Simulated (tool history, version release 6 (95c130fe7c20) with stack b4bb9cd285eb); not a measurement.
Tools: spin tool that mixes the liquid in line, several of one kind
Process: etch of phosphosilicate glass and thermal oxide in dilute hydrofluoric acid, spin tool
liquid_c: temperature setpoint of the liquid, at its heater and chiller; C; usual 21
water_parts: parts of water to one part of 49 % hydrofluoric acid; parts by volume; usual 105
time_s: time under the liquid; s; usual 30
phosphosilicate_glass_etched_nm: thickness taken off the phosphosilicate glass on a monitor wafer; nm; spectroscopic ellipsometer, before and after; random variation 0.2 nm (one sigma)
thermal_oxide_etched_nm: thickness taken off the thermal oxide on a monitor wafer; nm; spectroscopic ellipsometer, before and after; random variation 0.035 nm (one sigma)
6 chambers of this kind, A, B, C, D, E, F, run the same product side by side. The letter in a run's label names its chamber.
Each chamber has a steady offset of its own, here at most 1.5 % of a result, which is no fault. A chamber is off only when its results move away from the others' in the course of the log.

run   hour  liquid_c  water_parts  time_s  hours since the thermometer was replaced  hours since the hydrofluoric acid flow meter was replaced  read-back film thickness of the phosphosilicate glass reference wafer, read on the same gauge (nm)  read-back film thickness of the thermal oxide reference wafer, read on the same gauge (nm)  phosphosilicate_glass_etched_nm  thermal_oxide_etched_nm
 1B   11.9        21          105      30                                     247.3                                                     1046.8                                                                                              99.987                                                                                      99.988                           39.576                   1.2547
 2A   17.7        21          105      30                                     527.9                                                      508.5                                                                                              100.02                                                                                      99.999                           39.213                   1.2072
 3F     29        21          105      30                                    1076.5                                                      784.3                                                                                               99.99                                                                                      100.01                           38.638                   1.1656
 4C   36.1        21          105      30                                     234.4                                                      760.7                                                                                              99.992                                                                                      99.996                            38.86                   1.1206
 5E   42.9        21          105      30                                    1201.6                                                     1314.7                                                                                              100.01                                                                                      100.01                           39.822                   1.1522
 6D   50.5        21          105      30                                     383.5                                                      581.3                                                                                              99.996                                                                                      99.988                           38.523                   1.2445
 7B   62.1        21          105      30                                     297.5                                                       1097                                                                                              99.969                                                                                      99.995                           39.672                   1.1822
 8D   74.1        21          105      30                                     407.1                                                      604.9                                                                                              99.991                                                                                      99.995                           38.792                   1.1737
 9E   85.1        21          105      30                                    1243.8                                                     1356.9                                                                                              100.01                                                                                         100                           39.262                   1.2456
10C   93.5        21          105      30                                     291.8                                                      818.1                                                                                              99.989                                                                                      99.988                            39.07                   1.1135
11A  101.9        21          105      30                                     612.1                                                      592.7                                                                                              99.991                                                                                      100.01                           38.958                   1.2213
12F  109.1        21          105      30                                    1156.6                                                      864.4                                                                                                 100                                                                                      99.977                           38.823                   1.1842
13A  122.1        21          105      30                                     632.3                                                      612.9                                                                                              100.02                                                                                      99.992                           39.403                   1.2138
     128.1  -- chamber A: hydrofluoric acid flow meter replaced
14E  134.1        21          105      30                                    1292.8                                                     1405.9                                                                                              99.995                                                                                       99.99                           39.454                   1.1455
15F  140.9        21          105      30                                    1188.4                                                      896.2                                                                                              99.991                                                                                      100.02                           38.599                   1.1698
16C  152.4      18.5           80      30                                     350.7                                                        877                                                                                                 100                                                                                      99.992                           47.063                   1.4616
17B  162.7      18.5           80      30                                     398.1                                                     1197.6                                                                                              99.983                                                                                      99.991                           48.327                   1.4057
18D  168.6      18.5           80      30                                     501.6                                                      699.4                                                                                              100.01                                                                                       99.97                           46.723                   1.4408
19E  175.8      18.5           80      30                                    1334.5                                                     1447.6                                                                                              99.995                                                                                      100.02                           48.561                   1.4767
20B  184.8      18.5           80      30                                     420.2                                                     1219.7                                                                                              100.02                                                                                      99.974                            48.29                   1.5207
21D  196.3      18.5           80      30                                     529.3                                                      727.1                                                                                              100.03                                                                                      99.992                           46.328                   1.3761
22C  209.1        21          105      30                                     407.4                                                      933.7                                                                                                 100                                                                                      100.01                           38.957                   1.1616
23F  215.9        21          105      30                                    1263.4                                                      971.2                                                                                              99.978                                                                                      99.993                           38.667                   1.1728
24A  227.9        21          105      30                                     738.1                                                       99.8                                                                                              99.973                                                                                         100                           38.865                   1.2246
25D  236.2        21          105      30                                     569.2                                                        767                                                                                                 100                                                                                      100.01                           38.783                   1.1199
26B    248        21          105      30                                     483.4                                                     1282.9                                                                                              100.02                                                                                      100.01                           39.643                   1.2094
27A  256.7        21          105      30                                     766.9                                                      128.6                                                                                              99.983                                                                                         100                           38.937                   1.2062
28F  267.6        21          105      30                                    1315.1                                                     1022.9                                                                                              99.971                                                                                      100.01                             38.8                   1.1411
29C    281        21          105      30                                     479.3                                                     1005.6                                                                                               99.99                                                                                      100.01                           38.722                   1.1541
30E  294.2        21          105      30                                    1452.9                                                       1566                                                                                              100.01                                                                                      99.991                           39.159                   1.1741
31B  304.7        21          105      30                                     540.1                                                     1339.6                                                                                              100.01                                                                                      99.998                           39.455                   1.1242
32C  316.8        21          105      30                                     515.1                                                     1041.4                                                                                              99.999                                                                                      99.969                           38.654                   1.2047
33A  329.2        21          105      30                                     839.4                                                      201.1                                                                                              100.01                                                                                      99.997                           39.206                   1.1762
34E  339.9        21          105      30                                    1498.6                                                     1611.7                                                                                              100.02                                                                                      100.01                           39.038                   1.0923
35D  348.9        21          105      30                                     681.9                                                      879.7                                                                                              99.989                                                                                      99.985                           38.309                   1.2355
36F  356.7        21          105      30                                    1404.2                                                       1112                                                                                              99.977                                                                                      100.01                           38.583                   1.1204
37D  369.3        21          105      25                                     702.3                                                      900.1                                                                                              99.989                                                                                      100.01                           32.062                   1.0248

Is one chamber off against the others, does the gauge drift, or is nothing wrong? If a chamber is off, say which, and what the likeliest cause is.

No chamber stands off beyond its own small offset, and the gauge holds steady.
